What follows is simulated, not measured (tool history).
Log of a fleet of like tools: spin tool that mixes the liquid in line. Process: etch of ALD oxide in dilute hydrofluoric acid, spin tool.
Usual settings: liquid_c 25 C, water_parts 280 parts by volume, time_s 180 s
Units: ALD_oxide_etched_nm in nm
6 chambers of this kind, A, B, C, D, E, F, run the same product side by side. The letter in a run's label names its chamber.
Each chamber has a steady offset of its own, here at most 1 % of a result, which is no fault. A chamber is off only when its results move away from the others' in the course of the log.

run	day	liquid_c	water_parts	time_s	hours since the thermometer was replaced	hours since the hydrofluoric acid flow meter was replaced	read-back film thickness of the ALD oxide reference wafer, read on the same gauge (nm)	ALD_oxide_etched_nm
1B	0.225	25	280	180	511.5	292.9	69.985	8.5746
2D	0.5	25	280	180	337.8	968.5	70.012	8.4915
3F	0.667	25	280	180	1614.5	765.1	70.012	8.3737
4E	0.896	25	280	180	524.5	296.8	69.992	8.4099
5C	1.158	29.5	280	85	1393	863.5	70.028	4.589
6A	1.425	29.5	280	85	986	881.1	70.015	4.6133
7C	1.567	29.5	280	85	1402.8	873.3	70.005	4.6252
8B	1.762	29.5	280	85	548.4	329.8	70.028	4.705
9D	1.892	29.5	280	85	371.2	1001.9	70.014	4.7163
10F	2.033	29.5	280	85	1647.3	797.9	70.007	4.6832
11E	2.171	25	280	180	555.1	327.4	70.015	8.5974
12A	2.333	25	280	180	1007.8	902.9	69.997	8.5191
13B	2.546	25	280	180	567.2	348.6	69.995	8.7145
14F	2.817	25	280	180	1666.1	816.7	70.08	8.5349
15A	3.017	25	280	180	1024.2	919.3	69.971	8.4689
16E	3.2	25	280	180	579.8	352.1	69.992	8.5428
17D	3.458	25	280	180	408.8	1039.5	69.986	8.6038
18C	3.633	25	280	180	1452.4	922.9	70.006	8.8141
19A	3.762	25	280	180	1042.1	937.2	70.036	8.5261
20E	4.025	22.5	280	120	599.6	371.9	70.021	5.152
21F	4.254	22.5	280	120	1700.6	851.2	69.979	5.262
22D	4.442	22.5	280	120	432.4	1063.1	69.989	5.1414
23B	4.612	22.5	280	120	616.8	398.2	70.025	5.0759
24C	4.854	22.5	280	120	1481.7	952.2	69.965	5.5374
25C	5.021	22.5	280	120	1485.7	956.2	70.001	5.4224
26E	5.279	25	280	180	629.7	402	70.013	8.625
27F	5.412	25	280	180	1728.4	879	70.029	8.4212
28B	5.554	25	280	180	639.4	420.8	69.999	8.3878
29A	5.8	25	280	180	1091	986.1	69.989	8.6096
30D	5.979	25	155	180	469.3	1100	69.985	17.817
31F	6.229	25	155	180	1748	898.6	69.979	17.499
32C	6.521	25	155	180	1521.7	992.2	70.008	18.758
33E	6.696	25	155	180	663.7	436	70.004	18.03
34A	6.929	25	155	180	1118.1	1013.2	69.982	17.386
35D	7.175	25	155	180	498	1128.7	70.009	17.496
36B	7.446	25	280	180	684.8	466.2	70.013	8.4197
37A	7.692	25	280	180	1136.4	1031.5	70.005	8.4219
38D	7.888	25	280	180	515.1	1145.8	69.944	8.5583
39C	8.142	25	280	180	1560.6	1031.1	69.98	9.4292
40F	8.342	25	280	180	1798.7	949.3	70.042	8.6239
41B	8.508	25	280	180	710.3	491.7	70.005	8.6622

All 6 chambers run these settings next. Forecast each chamber's results:
42A	8.717	25	280	180				?
42B	8.717	25	280	180				?
42C	8.717	25	280	180				?
42D	8.717	25	280	180				?
42E	8.717	25	280	180				?
42F	8.717	25	280	180				?

run	ALD_oxide_etched_nm
42A	8.5631
42B	8.5107
42C	9.599
42D	8.5045
42E	8.6523
42F	8.5875
